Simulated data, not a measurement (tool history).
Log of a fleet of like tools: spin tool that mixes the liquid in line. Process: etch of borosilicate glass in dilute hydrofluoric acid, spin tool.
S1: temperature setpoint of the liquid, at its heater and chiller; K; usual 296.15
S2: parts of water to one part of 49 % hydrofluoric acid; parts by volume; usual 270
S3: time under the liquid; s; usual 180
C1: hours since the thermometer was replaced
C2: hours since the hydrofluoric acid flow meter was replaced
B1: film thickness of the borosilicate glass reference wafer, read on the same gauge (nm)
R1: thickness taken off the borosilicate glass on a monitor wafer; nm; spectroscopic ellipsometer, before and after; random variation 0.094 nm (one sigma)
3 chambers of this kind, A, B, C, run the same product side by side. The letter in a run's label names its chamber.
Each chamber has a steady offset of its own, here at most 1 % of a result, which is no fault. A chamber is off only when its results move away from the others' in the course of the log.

run	day	S1	S2	S3	C1	C2	B1	R1
1A	0.254	296.15	270	180	1463.0	592.7	110.04	12.0240
2C	0.483	296.15	270	180	251.2	227.7	109.98	11.7990
3B	0.742	296.15	270	180	982.5	298.6	109.99	11.7140
4C	0.988	296.15	270	180	263.3	239.8	109.99	11.8230
5A	1.229	298.15	270	100	1486.4	616.1	109.97	6.9637
6B	1.362	298.15	270	100	997.4	313.5	110.03	7.0896
7C	1.612	298.15	270	100	278.3	254.8	110.00	7.0909
8A	1.879	296.15	270	180	1502.0	631.7	109.98	11.8880
9B	2.046	296.15	165	105	1013.8	329.9	109.99	12.6890
10B	2.250	296.15	165	105	1018.7	334.8	109.98	12.5100
11A	2.375	296.15	165	105	1513.9	643.6	110.03	12.5310
12C	2.521	296.15	270	180	300.1	276.6	110.00	12.0760
13B	2.688	296.15	270	180	1029.2	345.3	109.98	11.7110
14A	2.838	296.15	270	180	1525.0	654.7	110.00	11.6960
15C	3.017	296.15	270	180	312.0	288.5	110.01	11.8390
16A	3.200	296.15	270	180	1533.7	663.4	110.01	11.7390
17B	3.442	296.15	270	180	1047.3	363.4	110.02	11.6480
18C	3.688	296.15	270	180	328.1	304.6	110.04	12.0670
19A	3.896	296.15	270	180	1550.4	680.1	109.99	11.8470
20B	4.112	296.15	270	180	1063.4	379.5	110.00	11.6140
21C	4.275	296.15	270	180	342.2	318.7	110.02	12.3340
22B	4.483	296.15	270	275	1072.3	388.4	110.00	17.8230
23A	4.712	296.15	270	275	1570.0	699.7	110.05	18.0010
24C	4.917	296.15	270	275	357.6	334.1	110.00	18.7980
25B	5.054	296.15	270	180	1086.0	402.1	110.03	11.7740
26A	5.325	296.15	270	180	1584.7	714.4	110.02	11.6880
27C	5.533	296.15	270	180	372.4	348.9	110.02	12.5270
28B	5.771	296.15	270	180	1103.2	419.3	109.96	11.7510
29C	6.038	293.65	270	180	384.5	361.0	110.01	11.4050
30A	6.200	293.65	270	180	1605.7	735.4	110.02	10.6800
31B	6.321	293.65	270	180	1116.4	432.5	110.01	10.7610
32C	6.596	296.15	270	180	397.9	374.4	109.99	12.6760

What goes on in this fleet: one chamber off, a drifting gauge, or nothing beyond the chambers' own small offsets? Name the chamber and the cause, if any.

Chamber C drifts away from the others.
Cause: hydrofluoric acid flow above the setpoint (%) = 6.9.
The log may not tell that from: liquid hotter than its thermometer reads (K).

Here are 4 candidates for chamber C's next run, each the usual settings with a change, their results left as question marks. Which one brings its results back in line with what the others give on the usual settings?
In line means no further than this from the other chambers' mean on the usual settings: R1 0.3300 nm
33C-1	6.792	300.15	270	180				?
33C-2	6.792	292.15	270	180				?
33C-3	6.792	296.15	255	180				?
33C-4	6.792	296.15	270	165				?

The other chambers' mean on the usual settings: R1 11.7740 nm
run	R1
33C-1	14.5790
33C-2	10.9590
33C-3	13.6290
33C-4	11.6250
33C-4 brings the chamber back in line.
